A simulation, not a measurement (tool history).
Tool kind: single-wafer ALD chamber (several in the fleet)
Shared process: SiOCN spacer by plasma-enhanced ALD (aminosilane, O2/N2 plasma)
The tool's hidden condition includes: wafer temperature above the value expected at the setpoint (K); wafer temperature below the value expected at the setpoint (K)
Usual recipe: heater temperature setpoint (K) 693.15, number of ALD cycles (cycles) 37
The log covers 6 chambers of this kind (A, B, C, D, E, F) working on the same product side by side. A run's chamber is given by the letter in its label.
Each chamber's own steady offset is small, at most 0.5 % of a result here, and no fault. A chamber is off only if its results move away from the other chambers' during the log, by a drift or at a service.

run,day,heater temperature setpoint (K),number of ALD cycles (cycles),hours since the last thermocouple change,"read-back reference wafer on the same gauge, thickness_nm",mean film thickness on the monitor wafer (angstrom)
1C,0.217,693.15,37,525.3,2.3204,20.994
2A,0.521,693.15,37,1136.8,2.3207,21.031
3F,0.938,693.15,37,1468.0,2.3213,21.057
4D,1.371,693.15,37,669.8,2.3212,20.974
5E,1.592,693.15,37,1488.6,2.3211,21.035
6B,1.925,693.15,37,336.5,2.3216,21.006
7F,2.333,702.15,35,1501.5,2.3218,19.391
8A,2.562,702.15,35,1185.8,2.3217,19.308
9B,2.975,702.15,35,361.7,2.3227,19.303
10C,3.358,702.15,35,600.7,2.3227,19.312
11E,3.708,702.15,35,1539.4,2.3227,19.386
12D,3.946,702.15,35,731.6,2.3238,19.307
13E,4.221,693.15,37,1551.7,2.3236,21.090
14F,4.612,693.15,37,1556.2,2.3233,21.123
15A,5.012,693.15,37,1244.6,2.3246,21.011
16C,5.358,693.15,37,648.7,2.3248,21.028
17D,5.692,693.15,37,773.5,2.3254,20.998
18B,6.008,693.15,37,434.5,2.3249,21.089
19C,6.288,693.15,37,671.0,2.3251,21.027
20E,6.717,693.15,37,1611.6,2.3259,21.082
21F,6.954,693.15,37,1612.4,2.3257,21.124
22D,7.388,693.15,37,814.2,2.3273,21.054
23B,7.696,693.15,37,475.0,2.3265,21.043
24A,8.079,693.15,37,1318.2,2.3269,21.032
# day 8.233: chamber E: thermocouple changed; heater temperature recalibrated
25B,8.371,693.15,44,491.2,2.3269,25.084
26A,8.729,693.15,44,1333.8,2.3275,25.014
27E,8.958,693.15,44,17.4,2.3279,25.107
28D,9.367,693.15,44,861.7,2.3287,25.033
29C,9.633,693.15,44,751.3,2.3278,25.024
30F,9.971,693.15,44,1684.8,2.3284,25.184
31E,10.304,693.15,37,49.7,2.3278,21.104
32B,10.633,693.15,42,545.5,2.3283,23.965
33A,11.008,693.15,42,1388.5,2.3291,23.897
34F,11.329,693.15,42,1717.4,2.3289,24.019
35D,11.525,693.15,42,913.5,2.3290,23.917
36C,11.738,693.15,42,801.8,2.3302,23.929
37C,12.138,693.15,42,811.4,2.3298,23.921
38B,12.333,684.15,41,586.3,2.3301,24.033

For the next run the whole fleet of 6 chambers uses the same settings. Give each chamber's results:
39A,12.650,693.15,37,,,?
39B,12.650,693.15,37,,,?
39C,12.650,693.15,37,,,?
39D,12.650,693.15,37,,,?
39E,12.650,693.15,37,,,?
39F,12.650,693.15,37,,,?

run,mean film thickness on the monitor wafer (angstrom)
39A,21.073
39B,21.086
39C,21.096
39D,21.047
39E,21.066
39F,21.182

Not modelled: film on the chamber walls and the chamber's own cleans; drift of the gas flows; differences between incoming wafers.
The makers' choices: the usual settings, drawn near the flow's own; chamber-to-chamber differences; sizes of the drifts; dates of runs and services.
